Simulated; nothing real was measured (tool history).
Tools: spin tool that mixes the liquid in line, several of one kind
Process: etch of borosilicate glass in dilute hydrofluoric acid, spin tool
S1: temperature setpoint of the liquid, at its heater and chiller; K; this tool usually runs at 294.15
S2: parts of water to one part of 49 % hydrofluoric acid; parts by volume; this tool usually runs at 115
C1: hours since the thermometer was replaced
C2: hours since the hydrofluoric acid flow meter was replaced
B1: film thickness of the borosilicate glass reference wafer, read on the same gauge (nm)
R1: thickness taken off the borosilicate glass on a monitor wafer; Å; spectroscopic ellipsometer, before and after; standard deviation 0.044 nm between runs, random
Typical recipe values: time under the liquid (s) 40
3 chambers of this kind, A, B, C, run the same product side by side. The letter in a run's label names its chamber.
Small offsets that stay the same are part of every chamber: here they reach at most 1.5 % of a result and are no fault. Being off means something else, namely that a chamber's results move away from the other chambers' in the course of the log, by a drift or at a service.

{"run": "1B", "hour": 4.1, "S1": 294.15, "S2": 115, "time under the liquid (s)": 40, "C1": 180.3, "C2": 158.6, "B1": 129.97, "R1": 95.687}
{"run": "2A", "hour": 6.7, "S1": 294.15, "S2": 115, "time under the liquid (s)": 40, "C1": 385.6, "C2": 906.4, "B1": 129.99, "R1": 97.985}
{"run": "3C", "hour": 9.0, "S1": 294.15, "S2": 115, "time under the liquid (s)": 40, "C1": 285.3, "C2": 1751.2, "B1": 130.0, "R1": 96.344}
{"run": "4A", "hour": 11.3, "S1": 294.15, "S2": 115, "time under the liquid (s)": 40, "C1": 390.2, "C2": 911.0, "B1": 130.05, "R1": 97.943}
{"run": "5C", "hour": 13.5, "S1": 294.15, "S2": 115, "time under the liquid (s)": 40, "C1": 289.8, "C2": 1755.7, "B1": 129.96, "R1": 97.536}
{"run": "6B", "hour": 17.7, "S1": 294.15, "S2": 115, "time under the liquid (s)": 40, "C1": 193.9, "C2": 172.2, "B1": 130.02, "R1": 96.067}
{"run": "7B", "hour": 19.7, "S1": 294.15, "S2": 115, "time under the liquid (s)": 40, "C1": 195.9, "C2": 174.2, "B1": 130.04, "R1": 95.457}
{"run": "8A", "hour": 22.0, "S1": 294.15, "S2": 115, "time under the liquid (s)": 40, "C1": 400.9, "C2": 921.7, "B1": 129.97, "R1": 97.562}
{"run": "9C", "hour": 26.1, "S1": 294.15, "S2": 115, "time under the liquid (s)": 40, "C1": 302.4, "C2": 1768.3, "B1": 129.99, "R1": 95.941}
{"run": "10B", "hour": 28.5, "S1": 294.15, "S2": 115, "time under the liquid (s)": 40, "C1": 204.7, "C2": 183.0, "B1": 130.01, "R1": 95.781}
{"run": "11C", "hour": 31.1, "S1": 295.65, "S2": 115, "time under the liquid (s)": 40, "C1": 307.4, "C2": 1773.3, "B1": 129.96, "R1": 101.91}
{"run": "12A", "hour": 35.4, "S1": 295.65, "S2": 115, "time under the liquid (s)": 40, "C1": 414.3, "C2": 935.1, "B1": 130.03, "R1": 104.0}
{"run": "13A", "hour": 37.5, "S1": 295.65, "S2": 115, "time under the liquid (s)": 40, "C1": 416.4, "C2": 937.2, "B1": 129.98, "R1": 104.05}
{"run": "14C", "hour": 40.2, "S1": 294.15, "S2": 115, "time under the liquid (s)": 40, "C1": 316.5, "C2": 1782.4, "B1": 130.05, "R1": 96.28}
{"run": "15B", "hour": 44.1, "S1": 294.15, "S2": 115, "time under the liquid (s)": 40, "C1": 220.3, "C2": 198.6, "B1": 130.0, "R1": 93.131}
{"run": "16B", "hour": 47.3, "S1": 294.15, "S2": 115, "time under the liquid (s)": 40, "C1": 223.5, "C2": 201.8, "B1": 129.98, "R1": 93.637}
{"run": "17A", "hour": 51.3, "S1": 294.15, "S2": 115, "time under the liquid (s)": 40, "C1": 430.2, "C2": 951.0, "B1": 130.0, "R1": 97.616}
{"run": "18C", "hour": 55.4, "S1": 294.15, "S2": 115, "time under the liquid (s)": 40, "C1": 331.7, "C2": 1797.6, "B1": 129.97, "R1": 96.552}
{"run": "19A", "hour": 57.5, "S1": 294.15, "S2": 115, "time under the liquid (s)": 40, "C1": 436.4, "C2": 957.2, "B1": 130.02, "R1": 97.811}
{"run": "20C", "hour": 61.7, "S1": 294.15, "S2": 115, "time under the liquid (s)": 40, "C1": 338.0, "C2": 1803.9, "B1": 130.01, "R1": 96.443}
{"run": "21B", "hour": 64.3, "S1": 294.15, "S2": 85, "time under the liquid (s)": 60, "C1": 240.5, "C2": 218.8, "B1": 130.06, "R1": 194.55}
{"run": "22B", "hour": 66.7, "S1": 294.15, "S2": 85, "time under the liquid (s)": 60, "C1": 242.9, "C2": 221.2, "B1": 129.98, "R1": 195.5}
{"run": "23A", "hour": 68.7, "S1": 294.15, "S2": 85, "time under the liquid (s)": 60, "C1": 447.6, "C2": 968.4, "B1": 130.01, "R1": 204.76}
{"run": "24C", "hour": 71.9, "S1": 294.15, "S2": 115, "time under the liquid (s)": 40, "C1": 348.2, "C2": 1814.1, "B1": 129.97, "R1": 95.704}

All 3 chambers run these settings next. Forecast each chamber's results:
{"run": "25A", "hour": 74.9, "S1": 294.15, "S2": 175, "time under the liquid (s)": 40, "R1": "?"}
{"run": "25B", "hour": 74.9, "S1": 294.15, "S2": 175, "time under the liquid (s)": 40, "R1": "?"}
{"run": "25C", "hour": 74.9, "S1": 294.15, "S2": 175, "time under the liquid (s)": 40, "R1": "?"}

run=25A R1=59.862
run=25B R1=56.130
run=25C R1=59.193
